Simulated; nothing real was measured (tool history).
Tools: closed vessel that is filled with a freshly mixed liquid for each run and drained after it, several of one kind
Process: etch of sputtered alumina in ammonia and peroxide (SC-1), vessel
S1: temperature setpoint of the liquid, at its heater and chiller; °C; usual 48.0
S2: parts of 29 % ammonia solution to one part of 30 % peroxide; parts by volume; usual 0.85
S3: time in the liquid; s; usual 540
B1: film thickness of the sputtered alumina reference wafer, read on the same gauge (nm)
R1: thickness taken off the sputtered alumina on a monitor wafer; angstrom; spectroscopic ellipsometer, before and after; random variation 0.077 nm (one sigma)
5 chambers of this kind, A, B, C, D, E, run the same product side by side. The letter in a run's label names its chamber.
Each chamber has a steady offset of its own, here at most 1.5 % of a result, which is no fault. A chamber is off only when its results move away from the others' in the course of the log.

Run 1E, hour 2.9: usual settings; B1 50.003. Result: R1 214.00 angstrom.
Run 2D, hour 5.9: usual settings; B1 50.029. Result: R1 217.93 angstrom.
Run 3B, hour 9.4: usual settings; B1 50.011. Result: R1 215.63 angstrom.
Run 4A, hour 13.6: usual settings; B1 49.972. Result: R1 216.71 angstrom.
Run 5C, hour 16.7: usual settings; B1 49.979. Result: R1 216.62 angstrom.
Run 6C, hour 19.4: usual settings; B1 49.983. Result: R1 215.48 angstrom.
Run 7D, hour 23.7: usual settings; B1 49.967. Result: R1 216.09 angstrom.
Run 8E, hour 28.6: usual settings; B1 50.040. Result: R1 214.13 angstrom.
At hour 28.8: chamber A: ammonia flow meter replaced.
Run 9B, hour 33.4: usual settings but S1 54.5 °C, S3 725 s; B1 49.984. Result: R1 412.08 angstrom.
Run 10A, hour 36.7: usual settings but S1 54.5 °C, S3 725 s; B1 49.999. Result: R1 416.96 angstrom.
Run 11D, hour 41.1: usual settings but S1 54.5 °C, S3 725 s; B1 49.992. Result: R1 415.82 angstrom.
Run 12A, hour 45.6: usual settings but S1 54.5 °C, S3 725 s; B1 49.992. Result: R1 412.61 angstrom.
Run 13C, hour 48.8: usual settings but S1 54.5 °C, S3 725 s; B1 49.985. Result: R1 417.63 angstrom.
Run 14B, hour 51.9: usual settings; B1 50.037. Result: R1 217.03 angstrom.
Run 15E, hour 56.5: usual settings; B1 49.957. Result: R1 210.58 angstrom.
At hour 59.7: chamber B: thermometer replaced.
Run 16C, hour 60.3: usual settings; B1 50.027. Result: R1 216.08 angstrom.
Run 17E, hour 63.9: usual settings but S2 0.55 parts by volume; B1 49.972. Result: R1 201.67 angstrom.
Run 18A, hour 68.1: usual settings but S2 0.55 parts by volume; B1 49.992. Result: R1 207.98 angstrom.
Run 19D, hour 71.8: usual settings but S2 0.55 parts by volume; B1 49.970. Result: R1 208.11 angstrom.
Run 20B, hour 76.5: usual settings but S2 0.55 parts by volume; B1 49.989. Result: R1 208.13 angstrom.
Run 21B, hour 81.7: usual settings but S2 0.55 parts by volume; B1 49.990. Result: R1 207.65 angstrom.
Run 22D, hour 85.1: usual settings; B1 50.014. Result: R1 217.34 angstrom.
Run 23E, hour 87.9: usual settings; B1 49.996. Result: R1 208.99 angstrom.
Run 24C, hour 91.2: usual settings; B1 49.992. Result: R1 214.60 angstrom.
Run 25A, hour 94.4: usual settings; B1 50.026. Result: R1 216.22 angstrom.
Run 26C, hour 99.7: usual settings; B1 50.014. Result: R1 216.26 angstrom.
Run 27B, hour 102.7: usual settings; B1 50.001. Result: R1 216.67 angstrom.
Run 28E, hour 106.4: usual settings; B1 50.012. Result: R1 207.01 angstrom.
Run 29A, hour 109.3: usual settings; B1 49.987. Result: R1 217.09 angstrom.
Run 30D, hour 114.7: usual settings; B1 50.019. Result: R1 215.75 angstrom.
Run 31B, hour 119.8: usual settings but S2 0.55 parts by volume; B1 50.012. Result: R1 207.82 angstrom.
Run 32D, hour 125.1: usual settings but S2 0.55 parts by volume; B1 49.999. Result: R1 208.48 angstrom.
Run 33C, hour 127.9: usual settings but S2 0.55 parts by volume; B1 49.995. Result: R1 207.61 angstrom.
Run 34A, hour 131.9: usual settings but S2 0.55 parts by volume; B1 49.975. Result: R1 207.38 angstrom.

What goes on in this fleet: one chamber off, a drifting gauge, or nothing beyond the chambers' own small offsets? Name the chamber and the cause, if any.

Chamber E drifts away from the others.
Cause: liquid colder than its thermometer reads (K) = 0.713.

Here are 4 candidates for chamber E's next run, each the usual settings with a change, their results left as question marks. Which one brings its results back in line with what the others give on the usual settings?
In line means no further than this from the other chambers' mean on the usual settings: R1 2.70 angstrom
Run 35E-1, hour 135.8: usual settings but S3 550 s. Result: R1 ?.
Run 35E-2, hour 135.8: usual settings but S1 47.0 °C. Result: R1 ?.
Run 35E-3, hour 135.8: usual settings but S3 570 s. Result: R1 ?.
Run 35E-4, hour 135.8: usual settings but S3 530 s. Result: R1 ?.

The other chambers' mean on the usual settings: R1 216.25 angstrom
  run      R1
35E-1  208.09
35E-2  193.02
35E-3  215.65
35E-4  200.52
35E-3 brings the chamber back in line.
